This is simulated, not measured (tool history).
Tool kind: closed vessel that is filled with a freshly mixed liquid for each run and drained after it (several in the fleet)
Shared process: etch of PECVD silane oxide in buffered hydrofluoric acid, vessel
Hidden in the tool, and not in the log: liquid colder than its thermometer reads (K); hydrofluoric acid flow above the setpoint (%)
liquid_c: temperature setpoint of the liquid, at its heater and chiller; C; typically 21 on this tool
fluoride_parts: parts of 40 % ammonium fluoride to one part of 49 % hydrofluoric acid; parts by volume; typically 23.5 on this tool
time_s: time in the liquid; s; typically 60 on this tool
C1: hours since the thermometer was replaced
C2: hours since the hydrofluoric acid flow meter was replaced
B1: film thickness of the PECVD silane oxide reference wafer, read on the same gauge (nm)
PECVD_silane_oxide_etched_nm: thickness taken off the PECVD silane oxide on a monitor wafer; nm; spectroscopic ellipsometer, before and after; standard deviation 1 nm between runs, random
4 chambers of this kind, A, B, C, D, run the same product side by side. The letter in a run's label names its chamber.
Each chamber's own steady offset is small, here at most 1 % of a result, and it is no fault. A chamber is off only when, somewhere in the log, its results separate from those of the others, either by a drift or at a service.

{"run": "1D", "day": 0.383, "liquid_c": 21, "fluoride_parts": 23.5, "time_s": 60, "C1": 204.6, "C2": 393.6, "B1": 129.97, "PECVD_silane_oxide_etched_nm": 112.63}
{"run": "2A", "day": 0.667, "liquid_c": 21, "fluoride_parts": 23.5, "time_s": 60, "C1": 841, "C2": 469.5, "B1": 129.99, "PECVD_silane_oxide_etched_nm": 114.19}
{"run": "3B", "day": 1.188, "liquid_c": 21, "fluoride_parts": 23.5, "time_s": 60, "C1": 2295.7, "C2": 641.9, "B1": 130.02, "PECVD_silane_oxide_etched_nm": 114.48}
{"run": "4C", "day": 1.638, "liquid_c": 21, "fluoride_parts": 23.5, "time_s": 60, "C1": 2359.4, "C2": 870.4, "B1": 130.02, "PECVD_silane_oxide_etched_nm": 113.69}
{"run": "5D", "day": 1.996, "liquid_c": 21, "fluoride_parts": 23.5, "time_s": 60, "C1": 243.3, "C2": 432.3, "B1": 129.95, "PECVD_silane_oxide_etched_nm": 111.89}
{"run": "6C", "day": 2.504, "liquid_c": 21, "fluoride_parts": 23.5, "time_s": 60, "C1": 2380.2, "C2": 891.2, "B1": 130.05, "PECVD_silane_oxide_etched_nm": 112.62}
{"run": "7A", "day": 2.833, "liquid_c": 19, "fluoride_parts": 23.5, "time_s": 30, "C1": 893, "C2": 521.5, "B1": 130.01, "PECVD_silane_oxide_etched_nm": 51.467}
{"run": "8B", "day": 3.075, "liquid_c": 19, "fluoride_parts": 23.5, "time_s": 30, "C1": 2341, "C2": 687.2, "B1": 129.98, "PECVD_silane_oxide_etched_nm": 51.269}
{"run": "9A", "day": 3.433, "liquid_c": 19, "fluoride_parts": 23.5, "time_s": 30, "C1": 907.4, "C2": 535.9, "B1": 130, "PECVD_silane_oxide_etched_nm": 51.262}
{"run": "10C", "day": 3.85, "liquid_c": 19, "fluoride_parts": 23.5, "time_s": 30, "C1": 2412.5, "C2": 923.5, "B1": 130.04, "PECVD_silane_oxide_etched_nm": 51.057}
{"run": "11D", "day": 4.142, "liquid_c": 21, "fluoride_parts": 27.5, "time_s": 60, "C1": 294.8, "C2": 483.8, "B1": 130.04, "PECVD_silane_oxide_etched_nm": 100.96}
{"run": "12B", "day": 4.471, "liquid_c": 21, "fluoride_parts": 27.5, "time_s": 60, "C1": 2374.5, "C2": 720.7, "B1": 130.02, "PECVD_silane_oxide_etched_nm": 104.46}
{"run": "13D", "day": 4.983, "liquid_c": 21, "fluoride_parts": 27.5, "time_s": 60, "C1": 315, "C2": 504, "B1": 129.99, "PECVD_silane_oxide_etched_nm": 101.18}
{"run": "14A", "day": 5.433, "liquid_c": 21, "fluoride_parts": 27.5, "time_s": 60, "C1": 955.4, "C2": 583.9, "B1": 130, "PECVD_silane_oxide_etched_nm": 101.09}
{"run": "15C", "day": 5.796, "liquid_c": 21, "fluoride_parts": 23.5, "time_s": 60, "C1": 2459.2, "C2": 970.2, "B1": 129.99, "PECVD_silane_oxide_etched_nm": 114}
{"run": "16B", "day": 6.038, "liquid_c": 21, "fluoride_parts": 23.5, "time_s": 60, "C1": 2412.1, "C2": 758.3, "B1": 130.03, "PECVD_silane_oxide_etched_nm": 114.77}
{"run": "17A", "day": 6.562, "liquid_c": 21, "fluoride_parts": 23.5, "time_s": 60, "C1": 982.5, "C2": 611, "B1": 130.01, "PECVD_silane_oxide_etched_nm": 110.11}
{"run": "18C", "day": 6.829, "liquid_c": 21, "fluoride_parts": 23.5, "time_s": 60, "C1": 2484, "C2": 995, "B1": 130.02, "PECVD_silane_oxide_etched_nm": 116.47}
{"run": "19D", "day": 7.192, "liquid_c": 21, "fluoride_parts": 23.5, "time_s": 95, "C1": 368, "C2": 557, "B1": 130, "PECVD_silane_oxide_etched_nm": 178.82}
{"run": "20B", "day": 7.5, "liquid_c": 21, "fluoride_parts": 23.5, "time_s": 95, "C1": 2447.2, "C2": 793.4, "B1": 130.01, "PECVD_silane_oxide_etched_nm": 182.36}
{"day": 7.767, "done": "chamber C: hydrofluoric acid flow meter replaced"}
{"run": "21B", "day": 8.025, "liquid_c": 21, "fluoride_parts": 23.5, "time_s": 95, "C1": 2459.8, "C2": 806, "B1": 129.97, "PECVD_silane_oxide_etched_nm": 183.16}
{"run": "22D", "day": 8.296, "liquid_c": 21, "fluoride_parts": 23.5, "time_s": 95, "C1": 394.5, "C2": 583.5, "B1": 130, "PECVD_silane_oxide_etched_nm": 176.16}
{"run": "23A", "day": 8.625, "liquid_c": 21, "fluoride_parts": 23.5, "time_s": 60, "C1": 1032, "C2": 660.5, "B1": 130.05, "PECVD_silane_oxide_etched_nm": 107.67}
{"day": 8.788, "done": "chamber B: thermometer replaced"}
{"run": "24C", "day": 8.921, "liquid_c": 21, "fluoride_parts": 23.5, "time_s": 60, "C1": 2534.2, "C2": 27.8, "B1": 130.05, "PECVD_silane_oxide_etched_nm": 115.32}
{"run": "25A", "day": 9.417, "liquid_c": 25, "fluoride_parts": 23.5, "time_s": 30, "C1": 1051, "C2": 679.5, "B1": 129.98, "PECVD_silane_oxide_etched_nm": 66.709}
{"run": "26B", "day": 9.717, "liquid_c": 25, "fluoride_parts": 23.5, "time_s": 30, "C1": 22.4, "C2": 846.6, "B1": 130.03, "PECVD_silane_oxide_etched_nm": 71.5}
{"run": "27D", "day": 10.2, "liquid_c": 25, "fluoride_parts": 23.5, "time_s": 30, "C1": 440.2, "C2": 629.2, "B1": 130.01, "PECVD_silane_oxide_etched_nm": 70.259}
{"run": "28C", "day": 10.462, "liquid_c": 25, "fluoride_parts": 23.5, "time_s": 30, "C1": 2571.2, "C2": 64.8, "B1": 129.98, "PECVD_silane_oxide_etched_nm": 70.931}
{"run": "29B", "day": 10.867, "liquid_c": 21, "fluoride_parts": 23.5, "time_s": 60, "C1": 50, "C2": 874.2, "B1": 130.03, "PECVD_silane_oxide_etched_nm": 112.93}
{"run": "30A", "day": 11.35, "liquid_c": 21, "fluoride_parts": 23.5, "time_s": 60, "C1": 1097.4, "C2": 725.9, "B1": 129.99, "PECVD_silane_oxide_etched_nm": 103.93}
{"run": "31C", "day": 11.712, "liquid_c": 21, "fluoride_parts": 23.5, "time_s": 60, "C1": 2601.2, "C2": 94.8, "B1": 129.99, "PECVD_silane_oxide_etched_nm": 115.42}
{"run": "32D", "day": 12.038, "liquid_c": 24, "fluoride_parts": 19, "time_s": 60, "C1": 484.3, "C2": 673.3, "B1": 130.03, "PECVD_silane_oxide_etched_nm": 155.17}

Does one chamber stand apart from the rest, does the shared gauge drift, or is all well apart from small per-chamber offsets? Give the chamber and the most likely cause, where there is one.

It is chamber A that slowly wanders off from its peers.
Cause: liquid colder than its thermometer reads (K) = 2.12.

Chamber A could run next with any of the 4 candidate recipes listed below; each alters the usual settings, and their results appear as question marks. Which one brings its results back in line with what the other chambers deliver on the usual settings?
In line means no further than this from the other chambers' mean on the usual settings: PECVD_silane_oxide_etched_nm 3.5 nm
{"run": "33A-1", "day": 12.417, "liquid_c": 20.5, "fluoride_parts": 24.5, "time_s": 50, "PECVD_silane_oxide_etched_nm": "?"}
{"run": "33A-2", "day": 12.417, "liquid_c": 21, "fluoride_parts": 20, "time_s": 60, "PECVD_silane_oxide_etched_nm": "?"}
{"run": "33A-3", "day": 12.417, "liquid_c": 19, "fluoride_parts": 23.5, "time_s": 60, "PECVD_silane_oxide_etched_nm": "?"}
{"run": "33A-4", "day": 12.417, "liquid_c": 21, "fluoride_parts": 23.5, "time_s": 75, "PECVD_silane_oxide_etched_nm": "?"}

On the usual settings, the other chambers give on average: PECVD_silane_oxide_etched_nm 114.16 nm
run=33A-1 PECVD_silane_oxide_etched_nm=81.055
run=33A-2 PECVD_silane_oxide_etched_nm=115.41
run=33A-3 PECVD_silane_oxide_etched_nm=91.826
run=33A-4 PECVD_silane_oxide_etched_nm=128.79
33A-2 is the one that brings the chamber's results back in line with the other chambers.

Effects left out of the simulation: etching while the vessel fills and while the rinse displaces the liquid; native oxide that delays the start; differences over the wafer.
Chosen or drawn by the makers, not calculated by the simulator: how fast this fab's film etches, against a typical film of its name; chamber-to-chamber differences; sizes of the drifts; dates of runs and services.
